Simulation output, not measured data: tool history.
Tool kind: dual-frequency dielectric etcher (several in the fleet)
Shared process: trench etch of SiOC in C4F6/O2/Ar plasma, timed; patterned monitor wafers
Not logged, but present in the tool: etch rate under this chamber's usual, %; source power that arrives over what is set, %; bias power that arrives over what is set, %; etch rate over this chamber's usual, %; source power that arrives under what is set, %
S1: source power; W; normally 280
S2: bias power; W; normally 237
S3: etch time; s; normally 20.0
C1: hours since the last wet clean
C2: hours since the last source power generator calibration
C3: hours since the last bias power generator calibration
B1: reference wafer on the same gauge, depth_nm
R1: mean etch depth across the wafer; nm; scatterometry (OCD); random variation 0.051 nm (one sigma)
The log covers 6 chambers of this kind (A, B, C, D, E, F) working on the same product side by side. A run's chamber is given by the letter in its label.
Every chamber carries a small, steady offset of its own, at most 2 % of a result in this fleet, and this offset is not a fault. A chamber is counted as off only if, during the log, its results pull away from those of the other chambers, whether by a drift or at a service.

| run | day | S1 | S2 | S3 | C1 | C2 | C3 | B1 | R1 |
|---|---|---|---|---|---|---|---|---|---|
| 1C | 0.346 | 280 | 237 | 20.0 | 293.0 | 85.8 | 2459.6 | 36.299 | 40.306 |
| 2A | 0.838 | 280 | 237 | 20.0 | 67.4 | 135.1 | 160.5 | 36.305 | 39.658 |
| 3B | 1.212 | 280 | 237 | 20.0 | 194.6 | 235.8 | 767.5 | 36.302 | 39.506 |
| 4D | 1.838 | 280 | 237 | 20.0 | 67.3 | 1854.2 | 3658.0 | 36.328 | 39.507 |
| 5F | 2.250 | 280 | 237 | 20.0 | 207.3 | 585.2 | 1274.8 | 36.327 | 39.187 |
| 6E | 2.867 | 280 | 237 | 20.0 | 166.3 | 807.9 | 2966.3 | 36.327 | 39.968 |
| 7F | 3.275 | 280 | 237 | 20.0 | 231.9 | 609.8 | 1299.4 | 36.323 | 39.166 |
| 8E | 3.638 | 280 | 237 | 20.0 | 184.8 | 826.4 | 2984.8 | 36.351 | 39.976 |
| 9D | 4.212 | 280 | 237 | 20.0 | 124.3 | 1911.2 | 3715.0 | 36.351 | 39.539 |
| 10C | 4.662 | 280 | 237 | 20.0 | 396.6 | 189.4 | 2563.2 | 36.335 | 40.259 |
| 11A | 5.021 | 280 | 237 | 20.0 | 167.8 | 235.5 | 260.9 | 36.353 | 39.727 |
| 12B | 5.312 | 280 | 237 | 20.0 | 293.0 | 334.2 | 865.9 | 36.343 | 39.386 |
| 13E | 5.650 | 280 | 237 | 20.0 | 233.1 | 874.7 | 3033.1 | 36.361 | 40.068 |
| 14A | 6.058 | 280 | 237 | 20.0 | 192.7 | 260.4 | 285.8 | 36.355 | 39.659 |
| 15C | 6.483 | 280 | 237 | 20.0 | 440.3 | 233.1 | 2606.9 | 36.376 | 40.336 |
| 16B | 7.062 | 280 | 237 | 20.0 | 335.0 | 376.2 | 907.9 | 36.379 | 39.509 |
| 17F | 7.554 | 280 | 237 | 20.0 | 334.6 | 712.5 | 1402.1 | 36.366 | 39.246 |
| 18D | 8.004 | 280 | 237 | 20.0 | 215.3 | 2002.2 | 3806.0 | 36.375 | 39.500 |
| 19A | 8.504 | 280 | 237 | 20.0 | 251.4 | 319.1 | 344.5 | 36.386 | 39.693 |
| 20D | 8.804 | 280 | 237 | 20.0 | 234.5 | 2021.4 | 3825.2 | 36.400 | 39.602 |
| 21F | 9.200 | 280 | 237 | 20.0 | 374.1 | 752.0 | 1441.6 | 36.384 | 39.261 |
| 22C | 9.554 | 280 | 237 | 20.0 | 514.0 | 306.8 | 2680.6 | 36.405 | 40.361 |
| 23E | 10.183 | 280 | 237 | 20.0 | 341.9 | 983.5 | 3141.9 | 36.406 | 40.034 |
|  | 10.283 | chamber F: wet clean of the chamber |
| 24B | 10.546 | 280 | 237 | 20.0 | 418.6 | 459.8 | 991.5 | 36.408 | 39.620 |
| 25D | 10.950 | 280 | 237 | 20.0 | 286.0 | 2072.9 | 3876.7 | 36.416 | 39.623 |
| 26B | 11.425 | 280 | 237 | 20.0 | 439.7 | 480.9 | 1012.6 | 36.417 | 39.582 |
| 27A | 11.933 | 280 | 237 | 20.0 | 333.7 | 401.4 | 426.8 | 36.434 | 39.804 |
|  | 12.067 | chamber E: wet clean of the chamber |
| 28E | 12.417 | 280 | 237 | 20.0 | 8.4 | 1037.1 | 3195.5 | 36.419 | 40.067 |
| 29F | 12.929 | 230 | 237 | 24.5 | 63.5 | 841.5 | 1531.1 | 36.426 | 44.770 |
| 30C | 13.471 | 230 | 237 | 24.5 | 608.0 | 400.8 | 2774.6 | 36.439 | 45.930 |
|  | 13.625 | chamber D: bias power generator calibrated |
|  | 13.729 | chamber C: wet clean of the chamber |
| 31D | 14.021 | 230 | 237 | 24.5 | 359.7 | 2146.6 | 9.5 | 36.418 | 44.989 |
| 32E | 14.354 | 230 | 237 | 24.5 | 54.9 | 1083.6 | 3242.0 | 36.434 | 45.496 |
|  | 14.392 | chamber D: wet clean of the chamber |
| 33B | 14.817 | 230 | 237 | 24.5 | 521.1 | 562.3 | 1094.0 | 36.443 | 45.037 |
|  | 15.196 | chamber B: wet clean of the chamber |
| 34C | 15.438 | 230 | 237 | 24.5 | 41.1 | 448.0 | 2821.8 | 36.457 | 45.981 |
| 35F | 15.812 | 280 | 237 | 20.0 | 132.7 | 910.7 | 1600.3 | 36.460 | 39.249 |
| 36A | 16.296 | 280 | 237 | 20.0 | 438.4 | 506.1 | 531.5 | 36.457 | 39.837 |
| 37E | 16.604 | 280 | 237 | 20.0 | 108.9 | 1137.6 | 3296.0 | 36.462 | 40.144 |
| 38F | 17.000 | 280 | 207 | 16.0 | 161.2 | 939.2 | 1628.8 | 36.465 | 30.041 |
| 39A | 17.529 | 280 | 207 | 16.0 | 468.0 | 535.7 | 561.1 | 36.461 | 30.402 |
| 40D | 17.971 | 280 | 207 | 16.0 | 86.0 | 2241.4 | 104.3 | 36.475 | 30.294 |
| 41C | 18.267 | 280 | 207 | 16.0 | 109.0 | 515.9 | 2889.7 | 36.481 | 30.891 |
| 42B | 18.617 | 280 | 207 | 16.0 | 82.1 | 653.5 | 1185.2 | 36.477 | 30.238 |
| 43D | 19.033 | 280 | 207 | 16.0 | 111.5 | 2266.9 | 129.8 | 36.488 | 30.284 |

Next, all 6 chambers run the settings below, one line each with question marks for the results. What does each chamber give?
| 44A | 19.496 | 320 | 237 | 20.0 |  |  |  |  | ? |
| 44B | 19.496 | 320 | 237 | 20.0 |  |  |  |  | ? |
| 44C | 19.496 | 320 | 237 | 20.0 |  |  |  |  | ? |
| 44D | 19.496 | 320 | 237 | 20.0 |  |  |  |  | ? |
| 44E | 19.496 | 320 | 237 | 20.0 |  |  |  |  | ? |
| 44F | 19.496 | 320 | 237 | 20.0 |  |  |  |  | ? |

| run | R1 |
|---|---|
| 44A | 41.937 |
| 44B | 41.776 |
| 44C | 42.545 |
| 44D | 41.803 |
| 44E | 42.304 |
| 44F | 41.424 |
